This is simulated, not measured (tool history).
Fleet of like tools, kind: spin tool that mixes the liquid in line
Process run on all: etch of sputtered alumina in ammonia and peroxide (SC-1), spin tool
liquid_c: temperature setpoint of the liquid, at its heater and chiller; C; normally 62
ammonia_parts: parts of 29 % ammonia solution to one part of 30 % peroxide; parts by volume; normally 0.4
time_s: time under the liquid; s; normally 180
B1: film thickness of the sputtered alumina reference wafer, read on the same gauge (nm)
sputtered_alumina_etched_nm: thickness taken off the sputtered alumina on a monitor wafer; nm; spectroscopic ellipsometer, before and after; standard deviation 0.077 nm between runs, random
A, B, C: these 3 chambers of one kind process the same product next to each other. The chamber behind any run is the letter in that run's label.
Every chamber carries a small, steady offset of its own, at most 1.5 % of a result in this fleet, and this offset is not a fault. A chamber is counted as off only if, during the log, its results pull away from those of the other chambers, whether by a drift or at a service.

Run 1B, hour 7.8: usual settings; B1 90.02. Result: sputtered_alumina_etched_nm 14.799 nm.
Run 2A, hour 14.7: usual settings; B1 89.992. Result: sputtered_alumina_etched_nm 14.91 nm.
Run 3C, hour 27.4: usual settings; B1 90.033. Result: sputtered_alumina_etched_nm 15.083 nm.
Run 4B, hour 39.8: usual settings; B1 90.036. Result: sputtered_alumina_etched_nm 14.772 nm.
Run 5A, hour 48.6: usual settings but time_s 275 s; B1 89.983. Result: sputtered_alumina_etched_nm 22.936 nm.
Run 6C, hour 61.5: usual settings but time_s 275 s; B1 89.988. Result: sputtered_alumina_etched_nm 23.144 nm.
Run 7C, hour 74.8: usual settings but time_s 275 s; B1 89.96. Result: sputtered_alumina_etched_nm 22.782 nm.
Run 8B, hour 83.5: usual settings; B1 89.982. Result: sputtered_alumina_etched_nm 14.909 nm.
Run 9A, hour 90.4: usual settings; B1 89.964. Result: sputtered_alumina_etched_nm 15.045 nm.
At hour 92.3: chamber B: new drum of ammonia solution connected.
Run 10A, hour 97.9: usual settings; B1 89.979. Result: sputtered_alumina_etched_nm 14.89 nm.
Run 11C, hour 111.7: usual settings but liquid_c 56 C, ammonia_parts 0.5 parts by volume; B1 89.99. Result: sputtered_alumina_etched_nm 10.921 nm.
Run 12B, hour 122.4: usual settings but liquid_c 56 C, ammonia_parts 0.5 parts by volume; B1 90. Result: sputtered_alumina_etched_nm 11.073 nm.
Run 13A, hour 130.3: usual settings but liquid_c 56 C, ammonia_parts 0.5 parts by volume; B1 90.022. Result: sputtered_alumina_etched_nm 11.106 nm.
Run 14B, hour 139.6: usual settings but ammonia_parts 0.45 parts by volume, time_s 80 s; B1 90.003. Result: sputtered_alumina_etched_nm 6.7231 nm.
Run 15C, hour 147.7: usual settings but ammonia_parts 0.45 parts by volume, time_s 80 s; B1 89.951. Result: sputtered_alumina_etched_nm 6.6204 nm.
At hour 157.6: chamber A: new drum of ammonia solution connected.
Run 16C, hour 157.8: usual settings but ammonia_parts 0.45 parts by volume, time_s 80 s; B1 89.951. Result: sputtered_alumina_etched_nm 6.6016 nm.
At hour 160.6: chamber C: new drum of ammonia solution connected.
At hour 167.6: chamber A: thermometer replaced.
Run 17B, hour 171.4: usual settings but ammonia_parts 0.5 parts by volume; B1 90.008. Result: sputtered_alumina_etched_nm 15.121 nm.
Run 18A, hour 183.9: usual settings but ammonia_parts 0.5 parts by volume; B1 89.991. Result: sputtered_alumina_etched_nm 15.291 nm.
Run 19B, hour 196.2: usual settings but ammonia_parts 0.5 parts by volume; B1 90.02. Result: sputtered_alumina_etched_nm 15.16 nm.
Run 20C, hour 205: usual settings; B1 89.992. Result: sputtered_alumina_etched_nm 14.457 nm.
Run 21A, hour 214: usual settings; B1 89.982. Result: sputtered_alumina_etched_nm 15.092 nm.
Run 22B, hour 221.4: usual settings; B1 90.024. Result: sputtered_alumina_etched_nm 14.822 nm.
Run 23A, hour 233.4: usual settings; B1 89.992. Result: sputtered_alumina_etched_nm 14.935 nm.

Next, every chamber runs the same settings. What will each give?
Run 24A, hour 243.3: usual settings. Result: sputtered_alumina_etched_nm ?.
Run 24B, hour 243.3: usual settings. Result: sputtered_alumina_etched_nm ?.
Run 24C, hour 243.3: usual settings. Result: sputtered_alumina_etched_nm ?.

run  sputtered_alumina_etched_nm
24A                       15.015
24B                       14.676
24C                       14.273
